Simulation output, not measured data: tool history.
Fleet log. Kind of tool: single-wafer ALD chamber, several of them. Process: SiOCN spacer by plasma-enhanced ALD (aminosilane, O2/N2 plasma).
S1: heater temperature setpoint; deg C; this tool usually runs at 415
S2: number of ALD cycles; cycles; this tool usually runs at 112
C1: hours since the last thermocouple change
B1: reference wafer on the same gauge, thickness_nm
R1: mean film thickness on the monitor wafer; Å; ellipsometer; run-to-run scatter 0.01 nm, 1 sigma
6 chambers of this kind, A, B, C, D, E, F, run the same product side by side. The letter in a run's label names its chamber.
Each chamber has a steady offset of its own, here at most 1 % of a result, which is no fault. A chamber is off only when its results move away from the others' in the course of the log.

run	hour	S1	S2	C1	B1	R1
1B	13.4	415	112	1602.3	5.8016	64.556
2D	23.7	415	112	349.8	5.8007	64.285
3C	38.2	415	112	82.0	5.8035	64.783
4E	48.1	415	112	298.3	5.8043	65.051
5A	62.5	415	112	2080.5	5.8056	64.813
6F	70.4	408	120	1076.8	5.8079	70.846
7A	85.0	408	120	2103.0	5.8067	71.201
8F	97.6	408	120	1104.0	5.8060	70.828
9C	111.7	408	120	155.5	5.8110	70.669
10E	125.6	408	120	375.8	5.8082	71.157
11B	137.3	408	120	1726.2	5.8138	70.556
12D	145.0	415	112	471.1	5.8129	64.320
13A	154.5	415	112	2172.5	5.8136	64.939
14F	164.6	428	134	1171.0	5.8145	74.207
15B	171.6	428	134	1760.5	5.8127	73.854
16C	178.9	428	134	222.7	5.8130	74.325
17E	190.3	428	134	440.5	5.8147	74.789
18D	198.3	428	134	524.4	5.8172	73.755
19F	212.7	428	134	1219.1	5.8188	74.381
20C	225.2	415	112	269.0	5.8178	65.048
21E	236.1	415	112	486.3	5.8188	64.984
22D	245.4	415	112	571.5	5.8224	64.556
23B	251.8	415	112	1840.7	5.8212	64.639
24A	260.2	415	112	2278.2	5.8197	65.203
25E	269.5	426	112	519.7	5.8218	62.807
26F	278.6	426	112	1285.0	5.8236	62.716
27A	290.6	426	112	2308.6	5.8232	62.961
28D	301.7	426	112	627.8	5.8231	62.306
29B	315.3	426	112	1904.2	5.8265	62.436
30C	325.8	426	112	369.6	5.8269	62.729
31D	337.5	415	112	663.6	5.8277	64.531
32C	351.7	426	92	395.5	5.8291	51.572
33B	365.4	426	92	1954.3	5.8301	51.468
34F	379.2	426	92	1385.6	5.8309	51.551
35A	392.8	426	92	2410.8	5.8321	51.802
36E	400.9	426	92	651.1	5.8348	51.841
37C	413.1	426	92	456.9	5.8323	51.529
38D	427.8	415	112	753.9	5.8328	64.509
39A	438.2	415	112	2456.2	5.8341	65.408
40B	447.1	415	112	2036.0	5.8368	65.024
41E	453.7	406	90	703.9	5.8345	53.756

Each of the 6 chambers runs these same settings next. Fill in every chamber's results:
42A	464.3	415	112			?
42B	464.3	415	112			?
42C	464.3	415	112			?
42D	464.3	415	112			?
42E	464.3	415	112			?
42F	464.3	415	112			?

run	R1
42A	65.249
42B	64.885
42C	65.096
42D	64.583
42E	65.357
42F	65.163
